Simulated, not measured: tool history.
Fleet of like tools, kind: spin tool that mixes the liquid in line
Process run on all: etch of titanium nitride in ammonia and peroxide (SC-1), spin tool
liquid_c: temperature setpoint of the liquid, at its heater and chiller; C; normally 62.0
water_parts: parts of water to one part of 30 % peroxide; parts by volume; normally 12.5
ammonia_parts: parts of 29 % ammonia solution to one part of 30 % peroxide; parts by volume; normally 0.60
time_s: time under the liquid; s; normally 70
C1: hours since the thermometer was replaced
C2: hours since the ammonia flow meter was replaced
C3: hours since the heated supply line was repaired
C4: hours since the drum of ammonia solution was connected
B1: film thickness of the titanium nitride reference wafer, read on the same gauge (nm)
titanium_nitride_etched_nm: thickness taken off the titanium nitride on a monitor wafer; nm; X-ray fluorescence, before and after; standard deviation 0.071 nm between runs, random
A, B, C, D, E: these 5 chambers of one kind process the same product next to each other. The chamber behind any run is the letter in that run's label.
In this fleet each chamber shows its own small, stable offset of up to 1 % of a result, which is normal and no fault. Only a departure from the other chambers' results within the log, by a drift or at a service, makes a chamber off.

Run 1C, hour 8.7: usual settings; C1 238.2; C2 2239.3; C3 910.7; C4 46.9; B1 79.991. Result: titanium_nitride_etched_nm 9.0166 nm.
Run 2A, hour 14.8: usual settings; C1 256.4; C2 989.6; C3 476.7; C4 178.0; B1 79.983. Result: titanium_nitride_etched_nm 8.9037 nm.
At hour 17.9: chamber B: thermometer replaced.
Run 3E, hour 25.5: usual settings; C1 1226.0; C2 1162.7; C3 648.1; C4 946.4; B1 79.999. Result: titanium_nitride_etched_nm 9.0449 nm.
Run 4B, hour 35.9: usual settings; C1 18.0; C2 1509.7; C3 518.5; C4 264.2; B1 80.000. Result: titanium_nitride_etched_nm 9.0308 nm.
Run 5D, hour 46.4: usual settings; C1 1373.3; C2 151.8; C3 1169.7; C4 427.4; B1 80.001. Result: titanium_nitride_etched_nm 8.6855 nm.
Run 6E, hour 56.0: usual settings; C1 1256.5; C2 1193.2; C3 678.6; C4 976.9; B1 80.018. Result: titanium_nitride_etched_nm 8.9037 nm.
Run 7B, hour 64.6: usual settings; C1 46.7; C2 1538.4; C3 547.2; C4 292.9; B1 79.998. Result: titanium_nitride_etched_nm 9.0539 nm.
Run 8A, hour 76.0: usual settings but liquid_c 53.5 C, ammonia_parts 0.45 parts by volume; C1 317.6; C2 1050.8; C3 537.9; C4 239.2; B1 79.996. Result: titanium_nitride_etched_nm 4.7617 nm.
Run 9C, hour 84.4: usual settings but liquid_c 53.5 C, ammonia_parts 0.45 parts by volume; C1 313.9; C2 2315.0; C3 986.4; C4 122.6; B1 80.014. Result: titanium_nitride_etched_nm 4.8346 nm.
Run 10D, hour 95.1: usual settings but liquid_c 53.5 C, ammonia_parts 0.45 parts by volume; C1 1422.0; C2 200.5; C3 1218.4; C4 476.1; B1 80.008. Result: titanium_nitride_etched_nm 4.7792 nm.
Run 11A, hour 104.2: usual settings but liquid_c 53.5 C, ammonia_parts 0.45 parts by volume; C1 345.8; C2 1079.0; C3 566.1; C4 267.4; B1 79.995. Result: titanium_nitride_etched_nm 4.8180 nm.
At hour 112.9: chamber E: new drum of ammonia solution connected.
Run 12E, hour 114.1: usual settings but liquid_c 53.5 C, ammonia_parts 0.45 parts by volume; C1 1314.6; C2 1251.3; C3 736.7; C4 1.3; B1 79.994. Result: titanium_nitride_etched_nm 4.7900 nm.
Run 13D, hour 120.8: usual settings; C1 1447.7; C2 226.2; C3 1244.1; C4 501.8; B1 79.983. Result: titanium_nitride_etched_nm 8.8057 nm.
Run 14C, hour 128.0: usual settings; C1 357.5; C2 2358.6; C3 1030.0; C4 166.2; B1 80.018. Result: titanium_nitride_etched_nm 8.9668 nm.
At hour 130.1: chamber B: new drum of ammonia solution connected.
Run 15B, hour 133.5: usual settings; C1 115.6; C2 1607.3; C3 616.1; C4 3.5; B1 80.018. Result: titanium_nitride_etched_nm 8.8594 nm.
Run 16A, hour 141.9: usual settings; C1 383.5; C2 1116.7; C3 603.8; C4 305.1; B1 80.001. Result: titanium_nitride_etched_nm 8.8831 nm.
Run 17E, hour 152.9: usual settings; C1 1353.4; C2 1290.1; C3 775.5; C4 40.1; B1 79.983. Result: titanium_nitride_etched_nm 8.9038 nm.
Run 18C, hour 159.3: usual settings; C1 388.8; C2 2389.9; C3 1061.3; C4 197.5; B1 79.969. Result: titanium_nitride_etched_nm 8.9724 nm.
At hour 162.3: chamber C: ammonia flow meter replaced.
Run 19B, hour 168.0: usual settings but liquid_c 55.5 C, time_s 40 s; C1 150.1; C2 1641.8; C3 650.6; C4 38.0; B1 79.997. Result: titanium_nitride_etched_nm 3.3259 nm.
Run 20D, hour 177.0: usual settings but liquid_c 55.5 C, time_s 40 s; C1 1503.9; C2 282.4; C3 1300.3; C4 558.0; B1 80.002. Result: titanium_nitride_etched_nm 3.2797 nm.
Run 21C, hour 184.8: usual settings but liquid_c 55.5 C, time_s 40 s; C1 414.3; C2 22.6; C3 1086.8; C4 223.0; B1 79.991. Result: titanium_nitride_etched_nm 3.3393 nm.
Run 22A, hour 193.3: usual settings but liquid_c 55.5 C, time_s 40 s; C1 434.9; C2 1168.1; C3 655.2; C4 356.5; B1 80.003. Result: titanium_nitride_etched_nm 3.2917 nm.
Run 23E, hour 204.8: usual settings but liquid_c 55.5 C, time_s 40 s; C1 1405.3; C2 1342.0; C3 827.4; C4 92.0; B1 79.999. Result: titanium_nitride_etched_nm 3.2630 nm.
Run 24B, hour 213.9: usual settings; C1 196.0; C2 1687.7; C3 696.5; C4 83.9; B1 80.003. Result: titanium_nitride_etched_nm 8.6604 nm.
Run 25D, hour 222.2: usual settings; C1 1549.1; C2 327.6; C3 1345.5; C4 603.2; B1 80.001. Result: titanium_nitride_etched_nm 8.7716 nm.
Run 26B, hour 228.0: usual settings; C1 210.1; C2 1701.8; C3 710.6; C4 98.0; B1 79.992. Result: titanium_nitride_etched_nm 8.6133 nm.
Run 27C, hour 236.5: usual settings; C1 466.0; C2 74.3; C3 1138.5; C4 274.7; B1 79.996. Result: titanium_nitride_etched_nm 8.9843 nm.
Run 28E, hour 248.2: usual settings but liquid_c 54.0 C; C1 1448.7; C2 1385.4; C3 870.8; C4 135.4; B1 80.007. Result: titanium_nitride_etched_nm 5.2528 nm.
Run 29A, hour 259.5: usual settings but liquid_c 54.0 C; C1 501.1; C2 1234.3; C3 721.4; C4 422.7; B1 80.012. Result: titanium_nitride_etched_nm 5.2550 nm.
At hour 267.2: chamber D: new drum of ammonia solution connected.
Run 30D, hour 267.8: usual settings but liquid_c 54.0 C; C1 1594.7; C2 373.2; C3 1391.1; C4 0.6; B1 80.010. Result: titanium_nitride_etched_nm 5.1963 nm.
Run 31E, hour 278.4: usual settings but liquid_c 54.0 C; C1 1478.9; C2 1415.6; C3 901.0; C4 165.6; B1 79.984. Result: titanium_nitride_etched_nm 5.2281 nm.
Run 32A, hour 289.6: usual settings but liquid_c 54.0 C; C1 531.2; C2 1264.4; C3 751.5; C4 452.8; B1 80.003. Result: titanium_nitride_etched_nm 5.2460 nm.
Run 33D, hour 300.9: usual settings; C1 1627.8; C2 406.3; C3 1424.2; C4 33.7; B1 79.995. Result: titanium_nitride_etched_nm 8.8809 nm.
Run 34B, hour 312.1: usual settings; C1 294.2; C2 1785.9; C3 794.7; C4 182.1; B1 80.000. Result: titanium_nitride_etched_nm 8.2931 nm.
Run 35C, hour 321.2: usual settings; C1 550.7; C2 159.0; C3 1223.2; C4 359.4; B1 79.995. Result: titanium_nitride_etched_nm 9.0158 nm.
Run 36B, hour 329.6: usual settings; C1 311.7; C2 1803.4; C3 812.2; C4 199.6; B1 79.995. Result: titanium_nitride_etched_nm 8.3050 nm.
Run 37A, hour 338.5: usual settings; C1 580.1; C2 1313.3; C3 800.4; C4 501.7; B1 79.982. Result: titanium_nitride_etched_nm 8.9355 nm.

For the next run the whole fleet of 5 chambers uses the same settings. Give each chamber's results:
Run 38A, hour 346.8: usual settings but liquid_c 58.0 C. Result: titanium_nitride_etched_nm ?.
Run 38B, hour 346.8: usual settings but liquid_c 58.0 C. Result: titanium_nitride_etched_nm ?.
Run 38C, hour 346.8: usual settings but liquid_c 58.0 C. Result: titanium_nitride_etched_nm ?.
Run 38D, hour 346.8: usual settings but liquid_c 58.0 C. Result: titanium_nitride_etched_nm ?.
Run 38E, hour 346.8: usual settings but liquid_c 58.0 C. Result: titanium_nitride_etched_nm ?.

run  titanium_nitride_etched_nm
38A                      6.9660
38B                      6.3174
38C                      6.9537
38D                      6.8621
38E                      6.8941

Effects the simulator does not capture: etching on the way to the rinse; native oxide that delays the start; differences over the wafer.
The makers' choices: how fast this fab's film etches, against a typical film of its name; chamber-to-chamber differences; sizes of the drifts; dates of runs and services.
